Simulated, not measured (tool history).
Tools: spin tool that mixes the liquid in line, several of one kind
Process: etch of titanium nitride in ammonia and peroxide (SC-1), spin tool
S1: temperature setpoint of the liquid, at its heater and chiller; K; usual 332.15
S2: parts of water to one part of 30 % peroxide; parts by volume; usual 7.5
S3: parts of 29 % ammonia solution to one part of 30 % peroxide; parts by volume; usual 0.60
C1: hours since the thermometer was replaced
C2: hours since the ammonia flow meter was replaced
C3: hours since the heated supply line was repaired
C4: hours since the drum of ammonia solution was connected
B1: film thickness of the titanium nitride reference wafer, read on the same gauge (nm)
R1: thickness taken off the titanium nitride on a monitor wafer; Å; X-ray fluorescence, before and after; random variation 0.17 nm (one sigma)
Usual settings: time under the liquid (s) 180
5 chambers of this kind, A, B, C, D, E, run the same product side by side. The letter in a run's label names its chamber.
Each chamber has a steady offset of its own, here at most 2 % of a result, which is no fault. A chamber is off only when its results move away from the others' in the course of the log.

Run 1E, hour 5.3: usual settings; C1 752.5; C2 429.7; C3 1492.7; C4 74.8; B1 109.99. Result: R1 193.740 Å.
Run 2D, hour 10.9: usual settings; C1 274.3; C2 310.1; C3 2197.2; C4 326.1; B1 110.01. Result: R1 190.930 Å.
Run 3C, hour 15.1: usual settings; C1 1138.2; C2 1816.4; C3 670.5; C4 147.1; B1 110.00. Result: R1 190.100 Å.
Run 4A, hour 21.1: usual settings; C1 239.7; C2 1360.9; C3 1527.5; C4 52.8; B1 110.01. Result: R1 192.370 Å.
Run 5B, hour 24.6: usual settings; C1 130.6; C2 687.8; C3 1377.9; C4 414.6; B1 109.99. Result: R1 193.390 Å.
Run 6B, hour 29.8: usual settings; C1 135.8; C2 693.0; C3 1383.1; C4 419.8; B1 109.99. Result: R1 192.640 Å.
Run 7A, hour 35.9: usual settings; C1 254.5; C2 1375.7; C3 1542.3; C4 67.6; B1 110.00. Result: R1 194.030 Å.
Run 8D, hour 41.9: usual settings; C1 305.3; C2 341.1; C3 2228.2; C4 357.1; B1 110.02. Result: R1 195.410 Å.
Run 9E, hour 46.9: usual settings; C1 794.1; C2 471.3; C3 1534.3; C4 116.4; B1 110.00. Result: R1 185.100 Å.
Run 10C, hour 50.8: usual settings but S1 336.65 K, S3 0.35 parts by volume; C1 1173.9; C2 1852.1; C3 706.2; C4 182.8; B1 110.01. Result: R1 235.520 Å.
Run 11C, hour 57.5: usual settings but S1 336.65 K, S3 0.35 parts by volume; C1 1180.6; C2 1858.8; C3 712.9; C4 189.5; B1 109.98. Result: R1 231.120 Å.
Run 12D, hour 62.0: usual settings but S1 336.65 K, S3 0.35 parts by volume; C1 325.4; C2 361.2; C3 2248.3; C4 377.2; B1 109.98. Result: R1 236.410 Å.
At hour 63.8: chamber D: new drum of ammonia solution connected.
Run 13E, hour 65.0: usual settings but S1 336.65 K, S3 0.35 parts by volume; C1 812.2; C2 489.4; C3 1552.4; C4 134.5; B1 110.01. Result: R1 232.330 Å.
Run 14B, hour 69.1: usual settings but S1 336.65 K, S3 0.35 parts by volume; C1 175.1; C2 732.3; C3 1422.4; C4 459.1; B1 109.98. Result: R1 235.320 Å.
Run 15A, hour 75.8: usual settings; C1 294.4; C2 1415.6; C3 1582.2; C4 107.5; B1 109.99. Result: R1 195.110 Å.
Run 16E, hour 79.7: usual settings; C1 826.9; C2 504.1; C3 1567.1; C4 149.2; B1 109.99. Result: R1 187.220 Å.
Run 17A, hour 82.9: usual settings but S1 322.65 K; C1 301.5; C2 1422.7; C3 1589.3; C4 114.6; B1 110.00. Result: R1 103.470 Å.
Run 18C, hour 87.6: usual settings but S1 322.65 K; C1 1210.7; C2 1888.9; C3 743.0; C4 219.6; B1 110.01. Result: R1 102.400 Å.
At hour 89.1: chamber A: ammonia flow meter replaced.
Run 19D, hour 93.8: usual settings but S1 322.65 K; C1 357.2; C2 393.0; C3 2280.1; C4 30.1; B1 109.99. Result: R1 100.780 Å.
At hour 95.3: chamber E: ammonia flow meter replaced.
Run 20B, hour 100.6: usual settings but S1 322.65 K; C1 206.6; C2 763.8; C3 1453.9; C4 490.6; B1 110.00. Result: R1 102.080 Å.
Run 21E, hour 107.1: usual settings but S1 322.65 K; C1 854.3; C2 11.9; C3 1594.5; C4 176.6; B1 109.97. Result: R1 100.960 Å.
Run 22B, hour 112.3: usual settings; C1 218.3; C2 775.5; C3 1465.6; C4 502.3; B1 110.01. Result: R1 192.980 Å.
Run 23D, hour 118.8: usual settings but S2 10.5 parts by volume, time under the liquid (s) 95; C1 382.2; C2 418.0; C3 2305.1; C4 55.1; B1 109.99. Result: R1 85.674 Å.
Run 24C, hour 123.2: usual settings but S2 10.5 parts by volume, time under the liquid (s) 95; C1 1246.3; C2 1924.5; C3 778.6; C4 255.2; B1 110.01. Result: R1 83.227 Å.
Run 25A, hour 128.3: usual settings but S2 10.5 parts by volume, time under the liquid (s) 95; C1 346.9; C2 39.2; C3 1634.7; C4 160.0; B1 110.00. Result: R1 85.976 Å.
Run 26A, hour 135.1: usual settings but S2 10.5 parts by volume, time under the liquid (s) 95; C1 353.7; C2 46.0; C3 1641.5; C4 166.8; B1 109.99. Result: R1 86.499 Å.
Run 27C, hour 140.5: usual settings but S2 10.5 parts by volume, time under the liquid (s) 95; C1 1263.6; C2 1941.8; C3 795.9; C4 272.5; B1 110.00. Result: R1 81.788 Å.
Run 28E, hour 147.3: usual settings but S3 0.70 parts by volume, time under the liquid (s) 225; C1 894.5; C2 52.1; C3 1634.7; C4 216.8; B1 110.00. Result: R1 242.630 Å.
Run 29D, hour 154.2: usual settings but S3 0.70 parts by volume, time under the liquid (s) 225; C1 417.6; C2 453.4; C3 2340.5; C4 90.5; B1 109.99. Result: R1 247.040 Å.
Run 30B, hour 159.4: usual settings but S3 0.70 parts by volume, time under the liquid (s) 225; C1 265.4; C2 822.6; C3 1512.7; C4 549.4; B1 110.01. Result: R1 242.860 Å.
Run 31E, hour 162.8: usual settings but S3 0.70 parts by volume, time under the liquid (s) 225; C1 910.0; C2 67.6; C3 1650.2; C4 232.3; B1 110.00. Result: R1 242.970 Å.
Run 32D, hour 167.3: usual settings but S3 0.70 parts by volume, time under the liquid (s) 225; C1 430.7; C2 466.5; C3 2353.6; C4 103.6; B1 110.01. Result: R1 245.350 Å.
At hour 170.9: chamber C: new drum of ammonia solution connected.
Run 33C, hour 172.7: usual settings; C1 1295.8; C2 1974.0; C3 828.1; C4 1.8; B1 110.01. Result: R1 178.060 Å.
Run 34B, hour 177.2: usual settings but S3 0.35 parts by volume; C1 283.2; C2 840.4; C3 1530.5; C4 567.2; B1 110.01. Result: R1 176.880 Å.
Run 35A, hour 181.6: usual settings but S3 0.35 parts by volume; C1 400.2; C2 92.5; C3 1688.0; C4 213.3; B1 110.01. Result: R1 177.200 Å.
Run 36C, hour 186.1: usual settings but S3 0.35 parts by volume; C1 1309.2; C2 1987.4; C3 841.5; C4 15.2; B1 110.01. Result: R1 165.660 Å.
Run 37B, hour 191.6: usual settings but S3 0.35 parts by volume; C1 297.6; C2 854.8; C3 1544.9; C4 581.6; B1 110.00. Result: R1 176.810 Å.
At hour 192.5: chamber D: ammonia flow meter replaced.
Run 38A, hour 196.6: usual settings but S3 0.35 parts by volume; C1 415.2; C2 107.5; C3 1703.0; C4 228.3; B1 110.01. Result: R1 176.050 Å.
Run 39E, hour 200.4: usual settings; C1 947.6; C2 105.2; C3 1687.8; C4 269.9; B1 110.00. Result: R1 189.210 Å.
Run 40D, hour 206.6: usual settings; C1 470.0; C2 14.1; C3 2392.9; C4 142.9; B1 110.02. Result: R1 194.790 Å.
Run 41D, hour 211.2: usual settings but S1 322.65 K; C1 474.6; C2 18.7; C3 2397.5; C4 147.5; B1 110.00. Result: R1 100.350 Å.
Run 42A, hour 216.6: usual settings but S1 322.65 K; C1 435.2; C2 127.5; C3 1723.0; C4 248.3; B1 109.98. Result: R1 102.660 Å.
Run 43B, hour 219.9: usual settings but S1 322.65 K; C1 325.9; C2 883.1; C3 1573.2; C4 609.9; B1 110.00. Result: R1 102.710 Å.
Run 44E, hour 224.9: usual settings but S1 322.65 K; C1 972.1; C2 129.7; C3 1712.3; C4 294.4; B1 110.01. Result: R1 98.765 Å.

Next, every chamber runs the same settings. What will each give?
Run 45A, hour 229.9: usual settings. Result: R1 ?.
Run 45B, hour 229.9: usual settings. Result: R1 ?.
Run 45C, hour 229.9: usual settings. Result: R1 ?.
Run 45D, hour 229.9: usual settings. Result: R1 ?.
Run 45E, hour 229.9: usual settings. Result: R1 ?.

run       R1
45A  192.120
45B  194.050
45C  170.230
45D  195.220
45E  187.300
